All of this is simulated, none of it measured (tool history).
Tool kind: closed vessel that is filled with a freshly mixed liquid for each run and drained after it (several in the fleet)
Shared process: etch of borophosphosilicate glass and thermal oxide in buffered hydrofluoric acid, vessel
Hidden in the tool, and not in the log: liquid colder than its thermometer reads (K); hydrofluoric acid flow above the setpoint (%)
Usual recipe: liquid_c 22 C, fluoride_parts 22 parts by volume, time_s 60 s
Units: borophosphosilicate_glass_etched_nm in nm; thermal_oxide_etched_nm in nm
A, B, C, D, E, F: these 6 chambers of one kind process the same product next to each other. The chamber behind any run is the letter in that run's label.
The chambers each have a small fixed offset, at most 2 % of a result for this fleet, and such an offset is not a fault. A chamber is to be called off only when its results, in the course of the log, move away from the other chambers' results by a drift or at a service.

run,hour,liquid_c,fluoride_parts,time_s,hours since the thermometer was replaced,hours since the hydrofluoric acid flow meter was replaced,"read-back film thickness of the borophosphosilicate glass reference wafer, read on the same gauge (nm)","read-back film thickness of the thermal oxide reference wafer, read on the same gauge (nm)",borophosphosilicate_glass_etched_nm,thermal_oxide_etched_nm
1E,4.8,22,22,60,2069,829.5,150,80.019,33.45,29.232
2D,8.8,22,22,60,1148,1034,149.99,80.017,33.392,29.305
3A,12.7,22,22,60,495.7,994.6,150.01,79.987,33.778,29.538
4C,18.3,22,22,60,139.8,995.8,150.04,80.012,34.071,29.35
5F,21.8,22,22,60,403.2,944.2,150.04,80.013,33.442,29.422
6B,27.8,22,22,60,354.9,1382.5,149.98,80.019,33.122,29.521
7B,33.3,22,22,60,360.4,1388,149.99,80.01,33.445,29.507
8A,37,22,22,60,520,1018.9,150.02,79.982,33.788,29.31
9E,42.2,22,22,60,2106.4,866.9,149.98,80.023,33.374,29.345
10D,45.6,22,22,60,1184.8,1070.8,149.99,79.952,33.604,29.4
11F,51.4,22,22,60,432.8,973.8,150.01,80.004,33.568,29.62
12C,55.5,22,22,60,177,1033,150.01,80.026,34.024,29.203
13A,61.2,22,22,60,544.2,1043.1,149.98,80.026,33.859,29.415
14E,64.7,22,22,60,2128.9,889.4,150.03,80.002,33.876,29.604
15B,70.2,22,22,60,397.3,1424.9,149.99,80,33.303,29.657
16C,74.5,22,22,60,196,1052,150.03,79.986,34.083,29.431
17D,78.2,22,22,60,1217.4,1103.4,149.99,80.002,33.499,29.468
18F,81.8,22,22,60,463.2,1004.2,150.05,80.006,33.751,29.719
19D,85.1,18.5,22,35,1224.3,1110.3,150.03,79.988,16.056,14.066
20B,88,18.5,22,35,415.1,1442.7,150.01,80.013,15.983,14.107
21C,92.7,18.5,22,35,214.2,1070.2,150.01,79.993,16.231,14.059
22E,96.7,18.5,22,35,2160.9,921.4,149.98,79.982,16.318,14.006
23A,101.2,18.5,22,35,584.2,1083.1,149.98,80.002,16.089,14.33
24F,107.1,18.5,22,35,488.5,1029.5,150.01,80.017,16.04,14.017
25E,111.6,22,22,60,2175.8,936.3,150.03,80.011,33.606,29.294
26D,114.4,22,29.5,60,1253.6,1139.6,150.01,80.018,27.462,23.86
27F,118.8,22,29.5,60,500.2,1041.2,150.01,80.002,27.455,23.913
28C,123.2,22,29.5,60,244.7,1100.7,149.97,80.003,28.178,23.754
29B,127.1,22,29.5,60,454.2,1481.8,149.99,79.97,27.281,24.025
30A,130.8,22,29.5,60,613.8,1112.7,150,80.004,27.647,24.268
31B,134.7,22,29.5,60,461.8,1489.4,149.95,80.008,27.186,23.739
32A,139.3,17,22,60,622.3,1121.2,149.98,79.994,25.772,22.342
33E,145,17,22,60,2209.2,969.7,150,79.963,25.458,22.136
34C,149.1,17,22,60,270.6,1126.6,150.02,80.004,26.057,22.04
35D,154,17,22,60,1293.2,1179.2,149.98,79.997,25.034,21.989
36F,157.5,17,22,60,538.9,1079.9,149.98,80.012,25.143,22.265
37D,162.1,17,22,60,1301.3,1187.3,149.99,79.96,25.167,22.18
38B,165.2,22,22,60,492.3,1519.9,150.02,80.013,33.404,29.778

Next, all 6 chambers run the settings below, one line each with question marks for the results. What does each chamber give?
39A,169.5,20,22,60,,,,,?,?
39B,169.5,20,22,60,,,,,?,?
39C,169.5,20,22,60,,,,,?,?
39D,169.5,20,22,60,,,,,?,?
39E,169.5,20,22,60,,,,,?,?
39F,169.5,20,22,60,,,,,?,?

run,borophosphosilicate_glass_etched_nm,thermal_oxide_etched_nm
39A,29.914,26.536
39B,29.702,26.319
39C,30.836,26.373
39D,30.014,26.27
39E,30.115,26.416
39F,30.212,26.236

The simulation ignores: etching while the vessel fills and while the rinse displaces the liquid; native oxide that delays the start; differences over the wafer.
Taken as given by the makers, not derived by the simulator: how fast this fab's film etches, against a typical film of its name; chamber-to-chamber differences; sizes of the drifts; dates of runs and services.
